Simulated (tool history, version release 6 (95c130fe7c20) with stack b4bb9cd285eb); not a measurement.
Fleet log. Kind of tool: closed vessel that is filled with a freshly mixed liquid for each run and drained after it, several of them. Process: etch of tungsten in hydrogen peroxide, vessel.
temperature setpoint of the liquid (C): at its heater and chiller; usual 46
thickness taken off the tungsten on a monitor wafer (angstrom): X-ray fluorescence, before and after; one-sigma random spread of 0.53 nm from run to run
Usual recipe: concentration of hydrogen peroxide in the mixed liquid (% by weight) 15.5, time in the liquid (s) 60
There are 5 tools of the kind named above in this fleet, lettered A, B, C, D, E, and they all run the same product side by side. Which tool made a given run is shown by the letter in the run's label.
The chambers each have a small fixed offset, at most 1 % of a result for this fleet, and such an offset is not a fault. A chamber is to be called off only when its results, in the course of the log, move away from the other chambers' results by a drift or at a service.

run,hour,temperature setpoint of the liquid (C),concentration of hydrogen peroxide in the mixed liquid (% by weight),time in the liquid (s),hours since the thermometer was replaced,hours since the peroxide flow meter was replaced,hours since the drum of peroxide was connected,"read-back film thickness of the tungsten reference wafer, read on the same gauge (nm)",thickness taken off the tungsten on a monitor wafer (angstrom)
1E,8,46,15.5,60,204.2,731.3,175.6,40.002,577.59
2D,17.9,46,15.5,60,443.1,208.7,371.9,40.016,593.09
3B,23.9,46,15.5,60,1276.9,267.1,190.4,40.011,584.81
4C,31.2,46,15.5,60,2368,1291.4,75.5,40,581.8
5A,40.5,46,15.5,60,495.9,221,579.4,40.02,583.65
6B,46.6,46,15.5,60,1299.6,289.8,213.1,39.988,585.94
7E,57.3,46,15.5,60,253.5,780.6,224.9,39.988,583.2
8C,68.1,46,15.5,60,2404.9,1328.3,112.4,40.001,585.5
# hour 74.4: chamber C: thermometer replaced
9A,78,46,15.5,60,533.4,258.5,616.9,39.992,570.75
10D,89.5,46,15.5,60,514.7,280.3,443.5,40.01,583.96
11E,100.1,46,15.5,60,296.3,823.4,267.7,40.034,578.92
12A,111.6,46,15.5,60,567,292.1,650.5,40,565.82
13B,123.5,46,15.5,60,1376.5,366.7,290,40.01,575.76
14D,132,46,15.5,60,557.2,322.8,486,40.02,579.04
15C,139.6,46,15.5,60,65.2,1399.8,183.9,39.982,582.08
16D,148.5,46,15.5,60,573.7,339.3,502.5,39.999,588.18
17B,160,46,15.5,60,1413,403.2,326.5,39.987,581.45
18E,167.6,46,15.5,60,363.8,890.9,335.2,39.997,576.09
19A,176,46,15.5,60,631.4,356.5,714.9,40.007,559.05
20C,187,46,15.5,60,112.6,1447.2,231.3,39.998,580.18
21C,199.3,46,15.5,60,124.9,1459.5,243.6,39.972,587.93
22E,206.2,46,15.5,60,402.4,929.5,373.8,40.027,584.03
23A,215.8,46,15.5,60,671.2,396.3,754.7,40.006,558.99
24B,221.6,46,15.5,60,1474.6,464.8,388.1,39.956,574.55
25D,231.9,46,15.5,60,657.1,422.7,585.9,39.995,591
26D,240.4,46,15.5,60,665.6,431.2,594.4,40.009,584.34
27E,251,46,15.5,60,447.2,974.3,418.6,40.004,578.51
28C,257.9,46,15.5,60,183.5,1518.1,302.2,39.983,582.01
# hour 261.2: chamber E: peroxide flow meter replaced
29A,268,46,15.5,60,723.4,448.5,806.9,40.001,544.04
30B,274.3,46,15.5,70,1527.3,517.5,440.8,39.998,673.19
31A,281.1,46,15.5,70,736.5,461.6,820,39.982,637.38
# hour 286: chamber D: peroxide flow meter replaced
32C,291.3,46,15.5,70,216.9,1551.5,335.6,40.02,682.42
# hour 295.8: chamber B: thermometer replaced
33E,302.2,46,15.5,70,498.4,41.1,469.8,39.995,676.9
34B,312.1,46,15.5,70,16.3,555.3,478.6,40.002,667.53
35D,322.1,51.5,15.5,60,747.3,36.1,676.1,39.991,811.94
36C,329.4,51.5,15.5,60,255,1589.6,373.7,40.026,823.28
37D,340.6,51.5,15.5,60,765.8,54.6,694.6,40.006,822.69
38A,348.1,51.5,15.5,60,803.5,528.6,887,39.986,748.44
39E,355.2,51.5,15.5,60,551.4,94.1,522.8,39.988,812.02
40B,366.9,55.5,15.5,60,71.1,610.1,533.4,40.012,1024.6

What goes on in this fleet: one chamber off, a drifting gauge, or nothing beyond the chambers' own small offsets? Name the chamber and the cause, if any.

Chamber A drifts away from the others.
Cause: liquid colder than its thermometer reads (K) = 1.48.

Here are 4 candidates for chamber A's next run, each the usual settings with a change, their results left as question marks. Which one brings its results back in line with what the others give on the usual settings?
In line means no further than this from the other chambers' mean on the usual settings: thickness taken off the tungsten on a monitor wafer (angstrom) 19
41A-1,375.8,46,21,60,,,,,?
41A-2,375.8,47.5,15.5,60,,,,,?
41A-3,375.8,44.5,15.5,60,,,,,?
41A-4,375.8,45,15.5,55,,,,,?

Other chambers, usual settings, mean: thickness taken off the tungsten on a monitor wafer (angstrom) 581.76
run,thickness taken off the tungsten on a monitor wafer (angstrom)
41A-1,618.84
41A-2,584.22
41A-3,482.03
41A-4,456.17
It is 41A-2 that realigns the chamber with its peers.

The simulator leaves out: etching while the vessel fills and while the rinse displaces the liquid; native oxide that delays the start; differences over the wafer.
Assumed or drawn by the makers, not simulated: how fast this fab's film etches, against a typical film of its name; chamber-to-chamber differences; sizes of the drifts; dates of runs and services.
